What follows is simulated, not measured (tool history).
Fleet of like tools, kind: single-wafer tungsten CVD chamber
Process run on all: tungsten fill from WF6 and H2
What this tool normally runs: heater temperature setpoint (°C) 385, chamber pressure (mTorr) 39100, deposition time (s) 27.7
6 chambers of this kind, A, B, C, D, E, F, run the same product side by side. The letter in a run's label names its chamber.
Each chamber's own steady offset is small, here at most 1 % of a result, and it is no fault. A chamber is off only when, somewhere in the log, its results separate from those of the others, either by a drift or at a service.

| run | hour | heater temperature setpoint (°C) | chamber pressure (mTorr) | deposition time (s) | hours since the last thermocouple change | hours since the last manometer calibration | read-back reference wafer on the same gauge, thickness_nm | mean film thickness on the monitor wafer (nm) |
|---|---|---|---|---|---|---|---|---|
| 1C | 3.5 | 385 | 39100 | 27.7 | 1829.2 | 894.4 | 66.618 | 67.899 |
| 2F | 6.9 | 385 | 39100 | 27.7 | 835.9 | 564.9 | 66.644 | 68.875 |
| 3B | 8.9 | 385 | 39100 | 27.7 | 1701.2 | 2641.0 | 66.631 | 68.614 |
| 4E | 12.3 | 385 | 39100 | 27.7 | 140.4 | 12.8 | 66.610 | 68.722 |
| 5D | 16.4 | 385 | 39100 | 27.7 | 1375.1 | 1038.7 | 66.663 | 68.526 |
| 6A | 19.0 | 385 | 39100 | 27.7 | 1902.4 | 794.6 | 66.661 | 68.711 |
| 7E | 21.7 | 385 | 39100 | 27.7 | 149.8 | 22.2 | 66.675 | 68.752 |
| 8A | 25.0 | 385 | 39100 | 27.7 | 1908.4 | 800.6 | 66.670 | 68.919 |
| 9B | 28.6 | 385 | 39100 | 27.7 | 1720.9 | 2660.7 | 66.711 | 68.868 |
| 10F | 33.2 | 385 | 39100 | 27.7 | 862.2 | 591.2 | 66.700 | 69.042 |
| 11C | 35.2 | 385 | 39100 | 27.7 | 1860.9 | 926.1 | 66.737 | 68.044 |
| 12D | 40.0 | 374 | 39100 | 27.7 | 1398.7 | 1062.3 | 66.752 | 54.616 |
| 13D | 44.4 | 374 | 39100 | 27.7 | 1403.1 | 1066.7 | 66.784 | 54.540 |
| 14C | 48.3 | 374 | 39100 | 27.7 | 1874.0 | 939.2 | 66.809 | 54.425 |
| 15B | 51.4 | 374 | 39100 | 27.7 | 1743.7 | 2683.5 | 66.755 | 54.692 |
| 16F | 53.9 | 374 | 39100 | 27.7 | 882.9 | 611.9 | 66.789 | 55.218 |
| 17E | 56.3 | 374 | 39100 | 27.7 | 184.4 | 56.8 | 66.810 | 55.056 |
| 18A | 60.9 | 385 | 39100 | 27.7 | 1944.3 | 836.5 | 66.825 | 68.974 |
| 19B | 63.3 | 385 | 39100 | 27.7 | 1755.6 | 2695.4 | 66.813 | 68.780 |
| 20F | 66.8 | 385 | 39100 | 27.7 | 895.8 | 624.8 | 66.846 | 69.041 |
| 21D | 71.5 | 385 | 39100 | 27.7 | 1430.2 | 1093.8 | 66.858 | 68.681 |
| 22E | 73.6 | 385 | 39100 | 27.7 | 201.7 | 74.1 | 66.869 | 69.136 |
| 23A | 76.5 | 385 | 39100 | 27.7 | 1959.9 | 852.1 | 66.875 | 68.986 |
| 24C | 78.9 | 385 | 39100 | 27.7 | 1904.6 | 969.8 | 66.877 | 68.313 |
| 25D | 81.8 | 385 | 39100 | 27.7 | 1440.5 | 1104.1 | 66.906 | 68.535 |
| 26F | 85.0 | 385 | 39100 | 27.7 | 914.0 | 643.0 | 66.893 | 69.083 |
| 27E | 87.7 | 385 | 39100 | 27.7 | 215.8 | 88.2 | 66.894 | 69.095 |
| 28B | 90.0 | 374 | 34500 | 27.7 | 1782.3 | 2722.1 | 66.946 | 51.858 |
| 29C | 93.0 | 374 | 34500 | 27.7 | 1918.7 | 983.9 | 66.915 | 51.547 |
| 30A | 96.7 | 374 | 34500 | 27.7 | 1980.1 | 872.3 | 66.966 | 52.124 |
| 31E | 100.0 | 374 | 34500 | 27.7 | 228.1 | 100.5 | 66.940 | 52.105 |
| 32A | 104.4 | 374 | 34500 | 27.7 | 1987.8 | 880.0 | 66.949 | 52.183 |
| 33F | 107.7 | 374 | 34500 | 27.7 | 936.7 | 665.7 | 66.960 | 52.011 |
| 34B | 110.4 | 385 | 39100 | 27.7 | 1802.7 | 2742.5 | 67.002 | 69.105 |
| 35D | 115.0 | 385 | 39100 | 27.7 | 1473.7 | 1137.3 | 67.035 | 68.948 |
| 36C | 117.5 | 385 | 39100 | 27.7 | 1943.2 | 1008.4 | 66.984 | 68.477 |
| 37A | 121.5 | 385 | 39100 | 27.7 | 2004.9 | 897.1 | 67.008 | 68.936 |
| 38F | 124.8 | 385 | 39100 | 27.7 | 953.8 | 682.8 | 67.041 | 69.192 |

Each of the 6 chambers runs these same settings next. Fill in every chamber's results:
| 39A | 128.2 | 385 | 39100 | 27.7 |  |  |  | ? |
| 39B | 128.2 | 385 | 39100 | 27.7 |  |  |  | ? |
| 39C | 128.2 | 385 | 39100 | 27.7 |  |  |  | ? |
| 39D | 128.2 | 385 | 39100 | 27.7 |  |  |  | ? |
| 39E | 128.2 | 385 | 39100 | 27.7 |  |  |  | ? |
| 39F | 128.2 | 385 | 39100 | 27.7 |  |  |  | ? |

| run | mean film thickness on the monitor wafer (nm) |
|---|---|
| 39A | 69.317 |
| 39B | 69.104 |
| 39C | 68.587 |
| 39D | 68.882 |
| 39E | 69.181 |
| 39F | 69.247 |
